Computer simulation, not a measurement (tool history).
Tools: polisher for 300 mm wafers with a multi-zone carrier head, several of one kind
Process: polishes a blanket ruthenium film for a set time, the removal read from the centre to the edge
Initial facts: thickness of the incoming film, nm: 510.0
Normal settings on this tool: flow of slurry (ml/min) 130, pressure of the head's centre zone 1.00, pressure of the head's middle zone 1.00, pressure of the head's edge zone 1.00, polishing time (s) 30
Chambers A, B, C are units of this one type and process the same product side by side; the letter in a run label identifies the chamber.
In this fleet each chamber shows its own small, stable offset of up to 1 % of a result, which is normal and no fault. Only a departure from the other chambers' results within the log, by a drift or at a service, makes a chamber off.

| run | hour | flow of slurry (ml/min) | pressure of the head's centre zone | pressure of the head's middle zone | pressure of the head's edge zone | polishing time (s) | wafers polished on this pad | hours since the slurry nozzle was cleaned | hours since the centre zone pressure was calibrated | hours since the edge zone pressure was calibrated | film removed at the wafer's centre (angstrom) | film removed at mid-radius (angstrom) | film removed at the wafer's edge (angstrom) |
|---|---|---|---|---|---|---|---|---|---|---|---|---|---|
|  | 3.4 | chamber B: worn pad replaced by a new one |
| 1C | 11.1 | 130 | 1.00 | 1.00 | 1.00 | 30 | 533 | 372.1 | 323.0 | 1080.0 | 344.25 | 348.22 | 338.52 |
| 2B | 21.3 | 130 | 1.00 | 1.00 | 1.00 | 30 | 175 | 723.7 | 168.8 | 384.3 | 345.13 | 336.98 | 338.12 |
| 3A | 28.8 | 130 | 1.00 | 1.00 | 1.00 | 30 | 955 | 126.5 | 43.1 | 48.1 | 337.55 | 343.85 | 335.45 |
|  | 32.3 | chamber B: edge zone pressure recalibrated |
|  | 35.9 | chamber C: edge zone pressure recalibrated |
|  | 37.5 | chamber A: worn pad replaced by a new one |
| 4B | 40.5 | 130 | 1.00 | 1.00 | 1.00 | 30 | 363 | 742.9 | 188.0 | 8.2 | 334.95 | 341.47 | 334.19 |
|  | 49.0 | chamber B: slurry nozzle cleaned |
| 5A | 49.0 | 130 | 1.00 | 1.00 | 1.00 | 30 | 112 | 146.7 | 63.3 | 68.3 | 334.11 | 341.99 | 339.94 |
|  | 52.6 | chamber C: worn pad replaced by a new one |
| 6C | 57.3 | 130 | 1.00 | 1.00 | 1.00 | 30 | 46 | 418.3 | 369.2 | 21.4 | 341.31 | 347.46 | 335.92 |
| 7A | 73.9 | 130 | 1.00 | 1.00 | 1.00 | 30 | 356 | 171.6 | 88.2 | 93.2 | 329.28 | 339.21 | 338.49 |
| 8B | 83.0 | 130 | 1.00 | 1.00 | 1.00 | 30 | 780 | 34.1 | 230.5 | 50.7 | 336.77 | 339.04 | 339.36 |
| 9C | 98.4 | 130 | 1.00 | 1.00 | 1.00 | 30 | 449 | 459.4 | 410.3 | 62.5 | 341.94 | 337.12 | 337.61 |
| 10C | 109.5 | 130 | 1.00 | 1.00 | 1.00 | 30 | 558 | 470.5 | 421.4 | 73.6 | 341.07 | 342.14 | 337.54 |
|  | 117.1 | chamber B: worn pad replaced by a new one |
|  | 119.9 | chamber A: worn pad replaced by a new one |
| 11B | 124.1 | 130 | 0.92 | 1.04 | 1.00 | 30 | 69 | 75.2 | 271.6 | 91.8 | 310.13 | 346.74 | 337.51 |
| 12A | 132.5 | 130 | 0.92 | 1.04 | 1.00 | 30 | 123 | 230.2 | 146.8 | 151.8 | 311.04 | 344.38 | 333.38 |
| 13A | 140.2 | 130 | 0.92 | 1.04 | 1.00 | 30 | 199 | 237.9 | 154.5 | 159.5 | 312.95 | 352.00 | 340.47 |
|  | 142.8 | chamber C: worn pad replaced by a new one |
| 14B | 152.0 | 130 | 1.00 | 0.93 | 1.00 | 30 | 342 | 103.1 | 299.5 | 119.7 | 334.04 | 320.17 | 340.24 |
| 15C | 167.8 | 130 | 1.00 | 0.93 | 1.00 | 30 | 245 | 528.8 | 479.7 | 131.9 | 330.38 | 317.40 | 341.96 |
| 16C | 179.0 | 130 | 1.00 | 0.93 | 1.00 | 30 | 355 | 540.0 | 490.9 | 143.1 | 345.60 | 313.87 | 329.92 |
| 17B | 187.6 | 130 | 1.00 | 1.00 | 1.00 | 30 | 691 | 138.7 | 335.1 | 155.3 | 339.32 | 338.54 | 340.87 |
| 18A | 195.4 | 130 | 1.00 | 1.00 | 1.00 | 30 | 740 | 293.1 | 209.7 | 214.7 | 332.67 | 337.10 | 338.57 |
| 19B | 209.9 | 130 | 1.00 | 1.00 | 1.00 | 30 | 910 | 161.0 | 357.4 | 177.6 | 331.54 | 332.93 | 334.21 |
|  | 220.5 | chamber B: worn pad replaced by a new one |
|  | 221.7 | chamber A: worn pad replaced by a new one |
| 20C | 225.1 | 160 | 1.00 | 1.00 | 0.95 | 30 | 806 | 586.1 | 537.0 | 189.2 | 346.79 | 358.22 | 330.14 |
|  | 235.5 | chamber C: worn pad replaced by a new one |
| 21A | 241.5 | 160 | 1.00 | 1.00 | 0.95 | 30 | 194 | 339.2 | 255.8 | 260.8 | 346.38 | 345.36 | 338.82 |
| 22A | 256.0 | 160 | 1.00 | 1.00 | 0.95 | 30 | 336 | 353.7 | 270.3 | 275.3 | 348.67 | 349.13 | 344.08 |
| 23B | 266.6 | 130 | 1.00 | 1.00 | 1.00 | 30 | 451 | 217.7 | 414.1 | 234.3 | 335.73 | 335.88 | 333.19 |
| 24C | 280.2 | 130 | 1.00 | 1.00 | 1.00 | 30 | 438 | 641.2 | 592.1 | 244.3 | 324.35 | 323.62 | 329.44 |
|  | 285.2 | chamber A: slurry nozzle cleaned |
| 25A | 291.0 | 130 | 1.00 | 1.00 | 1.00 | 30 | 679 | 5.8 | 305.3 | 310.3 | 334.57 | 335.62 | 333.50 |
| 26C | 303.9 | 130 | 1.00 | 1.00 | 1.00 | 30 | 670 | 664.9 | 615.8 | 268.0 | 327.36 | 327.95 | 328.28 |
|  | 306.7 | chamber A: worn pad replaced by a new one |
| 27B | 320.1 | 130 | 1.00 | 1.00 | 1.00 | 30 | 976 | 271.2 | 467.6 | 287.8 | 338.20 | 337.42 | 337.31 |
|  | 326.2 | chamber C: worn pad replaced by a new one |
| 28C | 333.4 | 130 | 1.00 | 1.00 | 1.00 | 30 | 71 | 694.4 | 645.3 | 297.5 | 320.39 | 320.73 | 330.95 |
|  | 339.9 | chamber B: worn pad replaced by a new one |
| 29B | 347.2 | 130 | 1.00 | 1.00 | 1.00 | 30 | 72 | 298.3 | 494.7 | 314.9 | 333.32 | 327.71 | 336.29 |
| 30A | 356.6 | 130 | 1.00 | 1.00 | 1.00 | 30 | 489 | 71.4 | 370.9 | 375.9 | 332.02 | 337.40 | 340.09 |
| 31C | 371.6 | 130 | 1.00 | 1.00 | 1.00 | 30 | 445 | 732.6 | 683.5 | 335.7 | 318.44 | 319.54 | 325.03 |
| 32A | 384.4 | 130 | 1.00 | 1.00 | 1.00 | 30 | 762 | 99.2 | 398.7 | 403.7 | 344.13 | 340.06 | 336.48 |
|  | 391.0 | chamber A: worn pad replaced by a new one |
| 33B | 395.1 | 130 | 1.00 | 1.00 | 1.00 | 30 | 541 | 346.2 | 542.6 | 362.8 | 339.72 | 339.47 | 344.24 |
| 34A | 405.5 | 115 | 1.00 | 1.00 | 1.00 | 26 | 142 | 120.3 | 419.8 | 424.8 | 284.98 | 288.68 | 288.77 |
| 35C | 415.6 | 115 | 1.00 | 1.00 | 1.00 | 26 | 876 | 776.6 | 727.5 | 379.7 | 258.03 | 267.48 | 271.73 |
|  | 419.4 | chamber C: worn pad replaced by a new one |
| 36B | 427.3 | 115 | 1.00 | 1.00 | 1.00 | 26 | 857 | 378.4 | 574.8 | 395.0 | 281.61 | 282.56 | 288.22 |
|  | 434.1 | chamber B: worn pad replaced by a new one |
| 37B | 438.5 | 130 | 1.00 | 1.00 | 1.00 | 30 | 43 | 389.6 | 586.0 | 406.2 | 334.64 | 339.36 | 334.95 |
| 38A | 450.5 | 130 | 1.00 | 1.06 | 0.88 | 30 | 583 | 165.3 | 464.8 | 469.8 | 331.42 | 359.19 | 317.89 |
| 39C | 462.5 | 130 | 1.00 | 1.06 | 0.88 | 30 | 422 | 823.5 | 774.4 | 426.6 | 303.95 | 328.87 | 300.56 |
| 40A | 470.4 | 130 | 1.00 | 1.06 | 0.88 | 30 | 778 | 185.2 | 484.7 | 489.7 | 340.13 | 355.50 | 317.79 |

All chambers now run identical settings, listed one chamber a line with results as question marks. What results will each chamber show?
| 41A | 482.3 | 130 | 1.00 | 1.00 | 1.00 | 30 |  |  |  |  | ? | ? | ? |
| 41B | 482.3 | 130 | 1.00 | 1.00 | 1.00 | 30 |  |  |  |  | ? | ? | ? |
| 41C | 482.3 | 130 | 1.00 | 1.00 | 1.00 | 30 |  |  |  |  | ? | ? | ? |

| run | film removed at the wafer's centre (angstrom) | film removed at mid-radius (angstrom) | film removed at the wafer's edge (angstrom) |
|---|---|---|---|
| 41A | 332.19 | 338.08 | 338.68 |
| 41B | 344.65 | 343.20 | 340.58 |
| 41C | 303.53 | 307.55 | 313.26 |
